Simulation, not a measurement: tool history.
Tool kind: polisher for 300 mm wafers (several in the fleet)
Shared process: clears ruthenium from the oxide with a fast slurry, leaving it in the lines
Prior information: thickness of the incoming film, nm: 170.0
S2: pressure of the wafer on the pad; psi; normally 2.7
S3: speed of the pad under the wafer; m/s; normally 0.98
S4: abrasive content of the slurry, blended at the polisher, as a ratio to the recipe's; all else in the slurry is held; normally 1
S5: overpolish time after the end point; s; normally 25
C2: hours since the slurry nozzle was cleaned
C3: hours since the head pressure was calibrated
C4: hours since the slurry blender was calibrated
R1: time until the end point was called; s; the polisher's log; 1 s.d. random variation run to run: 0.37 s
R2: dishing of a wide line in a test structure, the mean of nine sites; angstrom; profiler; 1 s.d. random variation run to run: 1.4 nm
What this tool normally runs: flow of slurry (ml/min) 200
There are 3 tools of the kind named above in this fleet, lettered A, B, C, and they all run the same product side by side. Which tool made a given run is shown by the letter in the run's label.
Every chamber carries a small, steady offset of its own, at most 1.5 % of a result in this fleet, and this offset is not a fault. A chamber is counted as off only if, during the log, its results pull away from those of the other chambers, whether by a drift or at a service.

{"hour": 4.3, "done": "chamber A: worn pad replaced by a new one"}
{"hour": 6.7, "done": "chamber B: worn pad replaced by a new one"}
{"run": "1C", "hour": 15.1, "flow of slurry (ml/min)": 200, "S2": 2.7, "S3": 0.98, "S4": 1, "S5": 25, "wafers polished on this pad": 951, "C2": 566.3, "C3": 552.1, "C4": 111.9, "R1": 45.699, "R2": 585.01}
{"hour": 18.2, "done": "chamber C: worn pad replaced by a new one"}
{"hour": 21.7, "done": "chamber B: slurry blender recalibrated"}
{"run": "2A", "hour": 22.8, "flow of slurry (ml/min)": 200, "S2": 2.7, "S3": 0.98, "S4": 1, "S5": 25, "wafers polished on this pad": 288, "C2": 301.9, "C3": 728.7, "C4": 86.7, "R1": 44.035, "R2": 608.43}
{"run": "3B", "hour": 35.7, "flow of slurry (ml/min)": 200, "S2": 2.7, "S3": 0.98, "S4": 1, "S5": 25, "wafers polished on this pad": 451, "C2": 200.8, "C3": 627.5, "C4": 14.1, "R1": 45.497, "R2": 618.63}
{"run": "4C", "hour": 50.0, "flow of slurry (ml/min)": 200, "S2": 2.7, "S3": 0.98, "S4": 1, "S5": 25, "wafers polished on this pad": 495, "C2": 601.2, "C3": 587, "C4": 146.8, "R1": 44.789, "R2": 614.08}
{"run": "5B", "hour": 59.9, "flow of slurry (ml/min)": 200, "S2": 2.7, "S3": 1.2, "S4": 1, "S5": 25, "wafers polished on this pad": 827, "C2": 225, "C3": 651.7, "C4": 38.3, "R1": 37.225, "R2": 698.5}
{"hour": 60.9, "done": "chamber A: worn pad replaced by a new one"}
{"run": "6A", "hour": 72.2, "flow of slurry (ml/min)": 200, "S2": 2.7, "S3": 1.2, "S4": 1, "S5": 25, "wafers polished on this pad": 175, "C2": 351.3, "C3": 778.1, "C4": 136.1, "R1": 36.722, "R2": 694.57}
{"hour": 84.4, "done": "chamber C: worn pad replaced by a new one"}
{"run": "7B", "hour": 86.4, "flow of slurry (ml/min)": 200, "S2": 2.7, "S3": 1.2, "S4": 1, "S5": 25, "wafers polished on this pad": 1238, "C2": 251.5, "C3": 678.2, "C4": 64.8, "R1": 37.528, "R2": 715.21}
{"hour": 92.2, "done": "chamber B: head pressure recalibrated"}
{"hour": 94.2, "done": "chamber B: slurry nozzle cleaned"}
{"hour": 99.2, "done": "chamber B: worn pad replaced by a new one"}
{"run": "8C", "hour": 100.8, "flow of slurry (ml/min)": 200, "S2": 2.7, "S3": 0.98, "S4": 1, "S5": 25, "wafers polished on this pad": 254, "C2": 652, "C3": 637.8, "C4": 197.6, "R1": 45.549, "R2": 615.6}
{"run": "9A", "hour": 111.4, "flow of slurry (ml/min)": 200, "S2": 2.7, "S3": 0.98, "S4": 1, "S5": 25, "wafers polished on this pad": 784, "C2": 390.5, "C3": 817.3, "C4": 175.3, "R1": 44.833, "R2": 595.27}
{"hour": 118.0, "done": "chamber A: worn pad replaced by a new one"}
{"run": "10B", "hour": 120.5, "flow of slurry (ml/min)": 200, "S2": 2.7, "S3": 0.98, "S4": 1, "S5": 25, "wafers polished on this pad": 331, "C2": 26.4, "C3": 28.4, "C4": 98.9, "R1": 41.402, "R2": 668.12}
{"run": "11C", "hour": 130.6, "flow of slurry (ml/min)": 200, "S2": 2.7, "S3": 0.98, "S4": 1, "S5": 25, "wafers polished on this pad": 717, "C2": 681.8, "C3": 667.6, "C4": 227.4, "R1": 44.203, "R2": 616.74}
{"hour": 132.0, "done": "chamber B: slurry blender recalibrated"}
{"hour": 140.5, "done": "chamber A: slurry blender recalibrated"}
{"run": "12A", "hour": 142.7, "flow of slurry (ml/min)": 200, "S2": 2.7, "S3": 0.98, "S4": 1, "S5": 25, "wafers polished on this pad": 384, "C2": 421.8, "C3": 848.6, "C4": 2.2, "R1": 43.489, "R2": 601.48}
{"run": "13B", "hour": 158.6, "flow of slurry (ml/min)": 200, "S2": 2.7, "S3": 0.98, "S4": 1, "S5": 25, "wafers polished on this pad": 923, "C2": 64.5, "C3": 66.5, "C4": 26.6, "R1": 41.11, "R2": 654.4}
{"hour": 159.3, "done": "chamber C: worn pad replaced by a new one"}
{"run": "14C", "hour": 170.3, "flow of slurry (ml/min)": 200, "S2": 2.7, "S3": 0.98, "S4": 1, "S5": 25, "wafers polished on this pad": 171, "C2": 721.5, "C3": 707.3, "C4": 267.1, "R1": 44.474, "R2": 588.55}
{"hour": 172.0, "done": "chamber C: slurry nozzle cleaned"}
{"hour": 174.1, "done": "chamber A: worn pad replaced by a new one"}
{"hour": 175.1, "done": "chamber B: worn pad replaced by a new one"}
{"run": "15A", "hour": 183.2, "flow of slurry (ml/min)": 200, "S2": 2.7, "S3": 0.98, "S4": 1, "S5": 25, "wafers polished on this pad": 142, "C2": 462.3, "C3": 889.1, "C4": 42.7, "R1": 44.732, "R2": 618.1}
{"run": "16B", "hour": 192.5, "flow of slurry (ml/min)": 200, "S2": 2.7, "S3": 0.98, "S4": 1, "S5": 25, "wafers polished on this pad": 271, "C2": 98.4, "C3": 100.4, "C4": 60.5, "R1": 41.396, "R2": 670.34}
{"run": "17C", "hour": 203.1, "flow of slurry (ml/min)": 200, "S2": 2.7, "S3": 0.98, "S4": 1, "S5": 25, "wafers polished on this pad": 681, "C2": 31.2, "C3": 740.1, "C4": 299.9, "R1": 45.51, "R2": 607.62}
{"run": "18A", "hour": 213.3, "flow of slurry (ml/min)": 200, "S2": 2.7, "S3": 0.98, "S4": 1, "S5": 25, "wafers polished on this pad": 609, "C2": 492.4, "C3": 919.2, "C4": 72.8, "R1": 43.981, "R2": 613.83}
{"hour": 223.0, "done": "chamber A: slurry nozzle cleaned"}
{"run": "19B", "hour": 223.4, "flow of slurry (ml/min)": 200, "S2": 2.7, "S3": 0.98, "S4": 1, "S5": 25, "wafers polished on this pad": 751, "C2": 129.3, "C3": 131.3, "C4": 91.4, "R1": 41.111, "R2": 680.12}
{"hour": 233.0, "done": "chamber A: worn pad replaced by a new one"}
{"run": "20A", "hour": 233.8, "flow of slurry (ml/min)": 200, "S2": 2.7, "S3": 0.98, "S4": 1, "S5": 25, "wafers polished on this pad": 13, "C2": 10.8, "C3": 939.7, "C4": 93.3, "R1": 44.436, "R2": 617.05}
{"hour": 240.2, "done": "chamber C: worn pad replaced by a new one"}
{"run": "21C", "hour": 243.4, "flow of slurry (ml/min)": 200, "S2": 2.7, "S3": 0.98, "S4": 1, "S5": 25, "wafers polished on this pad": 50, "C2": 71.5, "C3": 780.4, "C4": 340.2, "R1": 45.005, "R2": 598.67}
{"run": "22A", "hour": 251.1, "flow of slurry (ml/min)": 200, "S2": 2.7, "S3": 0.98, "S4": 1, "S5": 25, "wafers polished on this pad": 282, "C2": 28.1, "C3": 957, "C4": 110.6, "R1": 44.268, "R2": 618.66}
{"run": "23C", "hour": 266.2, "flow of slurry (ml/min)": 200, "S2": 2.7, "S3": 0.98, "S4": 1, "S5": 25, "wafers polished on this pad": 404, "C2": 94.3, "C3": 803.2, "C4": 363, "R1": 44.47, "R2": 618.1}

Is one chamber off against the others, does the gauge drift, or is nothing wrong? If a chamber is off, say which, and what the likeliest cause is.

Chamber B came out of a service off from its peers and stayed that way.
Most likely cause: head's pressure above its setpoint, % = 11.1.

Chamber B could run next with any of the 4 candidate recipes listed below; each alters the usual settings, and their results appear as question marks. Which one brings its results back in line with what the other chambers deliver on the usual settings?
In-line tolerance around the mean of the other chambers on the usual settings: R1 1.3 s; R2 47 angstrom
{"run": "24B-1", "hour": 277.6, "flow of slurry (ml/min)": 200, "S2": 2.6, "S3": 0.94, "S4": 1, "S5": 24, "R1": "?", "R2": "?"}
{"run": "24B-2", "hour": 277.6, "flow of slurry (ml/min)": 200, "S2": 2.8, "S3": 1.02, "S4": 1, "S5": 26, "R1": "?", "R2": "?"}
{"run": "24B-3", "hour": 277.6, "flow of slurry (ml/min)": 200, "S2": 2.5, "S3": 0.9, "S4": 1, "S5": 23, "R1": "?", "R2": "?"}
{"run": "24B-4", "hour": 277.6, "flow of slurry (ml/min)": 200, "S2": 2.9, "S3": 1.06, "S4": 1, "S5": 27, "R1": "?", "R2": "?"}

Other chambers, usual settings, mean: R1 44.59 s; R2 605.3 angstrom
run=24B-1 R1=44.614 R2=613.76
run=24B-2 R1=38.233 R2=714.52
run=24B-3 R1=48.421 R2=562.61
run=24B-4 R1=35.544 R2=763.11
With 24B-1, the chamber falls back in line with the rest.
